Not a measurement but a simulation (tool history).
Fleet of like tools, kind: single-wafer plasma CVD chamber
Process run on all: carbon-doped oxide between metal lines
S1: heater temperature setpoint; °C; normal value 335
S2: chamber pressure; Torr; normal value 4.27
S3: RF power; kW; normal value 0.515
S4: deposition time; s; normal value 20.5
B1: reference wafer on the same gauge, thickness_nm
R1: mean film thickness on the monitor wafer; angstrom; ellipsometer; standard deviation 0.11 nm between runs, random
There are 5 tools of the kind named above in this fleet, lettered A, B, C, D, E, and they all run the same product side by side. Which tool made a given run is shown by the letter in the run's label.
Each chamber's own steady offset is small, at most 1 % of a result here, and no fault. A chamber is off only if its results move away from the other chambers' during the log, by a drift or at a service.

Run 1B, hour 8.9: usual settings; B1 123. Result: R1 1097.4 angstrom.
Run 2C, hour 20.6: usual settings; B1 123.01. Result: R1 1089.4 angstrom.
Run 3E, hour 28.8: usual settings; B1 122.97. Result: R1 1094.9 angstrom.
At hour 32.3: chamber A: capacitance manometer re-zeroed and calibrated.
Run 4D, hour 41.7: usual settings; B1 122.98. Result: R1 1101.9 angstrom.
Run 5A, hour 53.8: usual settings; B1 122.94. Result: R1 1102.4 angstrom.
Run 6E, hour 64.6: usual settings; B1 122.94. Result: R1 1092.4 angstrom.
At hour 69.6: chamber B: thermocouple changed; heater temperature recalibrated.
Run 7B, hour 76.5: usual settings; B1 122.91. Result: R1 1096.5 angstrom.
At hour 89.2: chamber C: capacitance manometer re-zeroed and calibrated.
Run 8D, hour 91.3: usual settings; B1 122.86. Result: R1 1100.3 angstrom.
Run 9C, hour 103.1: usual settings; B1 122.83. Result: R1 1088.8 angstrom.
Run 10A, hour 116.1: usual settings; B1 122.86. Result: R1 1101.5 angstrom.
Run 11E, hour 124.8: usual settings; B1 122.87. Result: R1 1093.2 angstrom.
Run 12D, hour 131.9: usual settings; B1 122.82. Result: R1 1103.1 angstrom.
Run 13B, hour 145.6: usual settings; B1 122.8. Result: R1 1095.4 angstrom.
Run 14C, hour 156.4: usual settings; B1 122.81. Result: R1 1089.3 angstrom.
Run 15A, hour 170.1: usual settings; B1 122.76. Result: R1 1101.7 angstrom.
Run 16B, hour 177.2: usual settings but S2 3.27 Torr; B1 122.73. Result: R1 1062 angstrom.
Run 17C, hour 187.3: usual settings but S2 3.27 Torr; B1 122.75. Result: R1 1055.3 angstrom.
Run 18E, hour 198.1: usual settings but S2 3.27 Torr; B1 122.75. Result: R1 1057.9 angstrom.
Run 19D, hour 208: usual settings but S2 3.27 Torr; B1 122.74. Result: R1 1066.5 angstrom.
Run 20A, hour 220.2: usual settings but S2 3.27 Torr; B1 122.69. Result: R1 1067.5 angstrom.
Run 21C, hour 230.5: usual settings; B1 122.68. Result: R1 1087.7 angstrom.
Run 22B, hour 242.8: usual settings; B1 122.67. Result: R1 1094.4 angstrom.
Run 23D, hour 250.2: usual settings; B1 122.64. Result: R1 1099.3 angstrom.
Run 24A, hour 256.9: usual settings; B1 122.64. Result: R1 1099.2 angstrom.
At hour 257.1: chamber B: RF generator calibrated.
Run 25E, hour 264: usual settings; B1 122.65. Result: R1 1089.3 angstrom.
Run 26E, hour 275.5: usual settings; B1 122.61. Result: R1 1092.7 angstrom.
At hour 277.5: chamber E: capacitance manometer re-zeroed and calibrated.
Run 27D, hour 282.3: usual settings; B1 122.59. Result: R1 1098.1 angstrom.
Run 28B, hour 294.2: usual settings but S2 3.59 Torr; B1 122.57. Result: R1 1071.4 angstrom.
Run 29C, hour 305.8: usual settings but S2 3.59 Torr; B1 122.59. Result: R1 1062.3 angstrom.
At hour 306.9: chamber D: capacitance manometer re-zeroed and calibrated.
Run 30A, hour 319: usual settings but S2 3.59 Torr; B1 122.56. Result: R1 1077 angstrom.
Run 31A, hour 329.2: usual settings but S2 3.59 Torr; B1 122.53. Result: R1 1072.9 angstrom.
Run 32D, hour 338.3: usual settings but S2 3.59 Torr; B1 122.52. Result: R1 1075.8 angstrom.
Run 33C, hour 348.3: usual settings; B1 122.51. Result: R1 1086.3 angstrom.
Run 34B, hour 361.5: usual settings; B1 122.48. Result: R1 1094.6 angstrom.
Run 35E, hour 368.3: usual settings; B1 122.5. Result: R1 1090 angstrom.

All 5 chambers run these settings next. Forecast each chamber's results:
Run 36A, hour 379.3: usual settings. Result: R1 ?.
Run 36B, hour 379.3: usual settings. Result: R1 ?.
Run 36C, hour 379.3: usual settings. Result: R1 ?.
Run 36D, hour 379.3: usual settings. Result: R1 ?.
Run 36E, hour 379.3: usual settings. Result: R1 ?.

run      R1
36A  1097.6
36B  1093.6
36C  1083.7
36D  1096.8
36E  1090.7
